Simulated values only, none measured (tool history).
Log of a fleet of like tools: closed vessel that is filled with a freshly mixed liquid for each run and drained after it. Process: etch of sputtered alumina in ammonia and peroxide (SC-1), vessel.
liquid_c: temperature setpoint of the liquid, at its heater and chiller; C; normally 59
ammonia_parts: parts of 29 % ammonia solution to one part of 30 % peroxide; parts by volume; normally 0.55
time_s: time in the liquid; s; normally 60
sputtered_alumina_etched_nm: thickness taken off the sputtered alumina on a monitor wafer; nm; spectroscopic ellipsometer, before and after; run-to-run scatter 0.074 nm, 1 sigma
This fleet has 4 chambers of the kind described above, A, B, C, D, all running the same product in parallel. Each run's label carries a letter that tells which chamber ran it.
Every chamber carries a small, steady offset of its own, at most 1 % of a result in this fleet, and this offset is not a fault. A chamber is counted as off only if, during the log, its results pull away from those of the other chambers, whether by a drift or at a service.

run   hour  liquid_c  ammonia_parts  time_s  hours since the thermometer was replaced  hours since the ammonia flow meter was replaced  hours since the drum of ammonia solution was connected  read-back film thickness of the sputtered alumina reference wafer, read on the same gauge (nm)  sputtered_alumina_etched_nm
 1A   11.9        59           0.55      60                                    1514.1                                           1141.8                                                   906.1                                                                                          99.996                       9.3357
 2B   24.7        59           0.55      60                                     982.1                                            552.9                                                   514.8                                                                                         100.010                       9.4808
 3D   36.7        59           0.55      60                                     356.8                                            611.7                                                   551.2                                                                                          99.988                       9.2288
 4C   43.5        59           0.55      60                                     296.2                                             62.1                                                    50.1                                                                                         100.000                       9.2516
 5A   51.3        59           0.55      60                                    1553.5                                           1181.2                                                   945.5                                                                                          99.996                       9.3432
 6D   62.5        59           0.55      60                                     382.6                                            637.5                                                   577.0                                                                                          99.998                       9.3545
 7B   68.6        59           0.55      60                                    1026.0                                            596.8                                                   558.7                                                                                          99.992                       9.5163
 8C   77.6        59           0.70      60                                     330.3                                             96.2                                                    84.2                                                                                         100.010                       9.5351
 9B   87.8        59           0.70      60                                    1045.2                                            616.0                                                   577.9                                                                                         100.000                       9.6508
10D   94.4        59           0.70      60                                     414.5                                            669.4                                                   608.9                                                                                          99.988                       9.4478
11A  103.8        59           0.70      60                                    1606.0                                           1233.7                                                   998.0                                                                                          99.981                       9.5701
     105.2  -- chamber A: ammonia flow meter replaced
     112.5  -- chamber D: new drum of ammonia solution connected
12C  113.6        59           0.55      90                                     366.3                                            132.2                                                   120.2                                                                                          99.988                      14.3010
13A  120.0        59           0.55      90                                    1622.2                                             14.8                                                  1014.2                                                                                         100.000                      13.9410
14D  131.4        59           0.55      90                                     451.5                                            706.4                                                    19.0                                                                                         100.010                      14.1080
15C  143.4        59           0.55      90                                     396.1                                            162.0                                                   150.0                                                                                         100.000                      14.1560
16B  154.5        56           0.85      60                                    1111.9                                            682.7                                                   644.6                                                                                          99.997                       8.4077
17A  165.9        56           0.85      60                                    1668.1                                             60.7                                                  1060.1                                                                                         100.000                       8.2609
18B  175.9        56           0.85      60                                    1133.3                                            704.1                                                   666.0                                                                                         100.010                       8.3900
     177.8  -- chamber A: new drum of ammonia solution connected
19D  183.6        56           0.85      60                                     503.7                                            758.6                                                    71.2                                                                                         100.020                       8.3310
20C  195.5        59           0.55      60                                     448.2                                            214.1                                                   202.1                                                                                         100.000                       9.1531
21A  203.0        59           0.55      35                                    1705.2                                             97.8                                                    25.3                                                                                          99.990                       5.3911
     205.1  -- chamber B: new drum of ammonia solution connected
22B  208.6        59           0.55      35                                    1166.0                                            736.8                                                     3.6                                                                                          99.997                       5.4758
23C  221.0        59           0.55      35                                     473.7                                            239.6                                                   227.6                                                                                          99.997                       5.2190
24D  232.7        59           0.55      35                                     552.8                                            807.7                                                   120.3                                                                                         100.010                       5.4836
25B  242.0        59           0.55      60                                    1199.4                                            770.2                                                    37.0                                                                                          99.989                       9.2971
     246.3  -- chamber C: new drum of ammonia solution connected
26D  253.8        59           0.55      60                                     573.9                                            828.8                                                   141.4                                                                                          99.991                       9.3958
27A  261.4        59           0.55      60                                    1763.6                                            156.2                                                    83.7                                                                                          99.993                       9.3731
     265.7  -- chamber D: ammonia flow meter replaced
28C  273.6        59           0.55      60                                     526.3                                            292.2                                                    27.4                                                                                          99.977                       8.7275
29D  285.6        59           0.55      60                                     605.7                                             19.9                                                   173.2                                                                                          99.984                       9.3229
30C  295.2        59           0.55      60                                     547.9                                            313.8                                                    49.0                                                                                          99.981                       8.5627
31A  305.3        59           0.55      60                                    1807.5                                            200.1                                                   127.6                                                                                         100.010                       9.2724
32B  317.5        59           0.40      60                                    1274.9                                            845.7                                                   112.5                                                                                         100.010                       9.1100

All 4 chambers run these settings next. Forecast each chamber's results:
33A  326.7        59           0.55      70                                                                                                                                                                                                                                                                               ?
33B  326.7        59           0.55      70                                                                                                                                                                                                                                                                               ?
33C  326.7        59           0.55      70                                                                                                                                                                                                                                                                               ?
33D  326.7        59           0.55      70                                                                                                                                                                                                                                                                               ?

run  sputtered_alumina_etched_nm
33A                      10.8930
33B                      10.9300
33C                       9.7951
33D                      10.8340

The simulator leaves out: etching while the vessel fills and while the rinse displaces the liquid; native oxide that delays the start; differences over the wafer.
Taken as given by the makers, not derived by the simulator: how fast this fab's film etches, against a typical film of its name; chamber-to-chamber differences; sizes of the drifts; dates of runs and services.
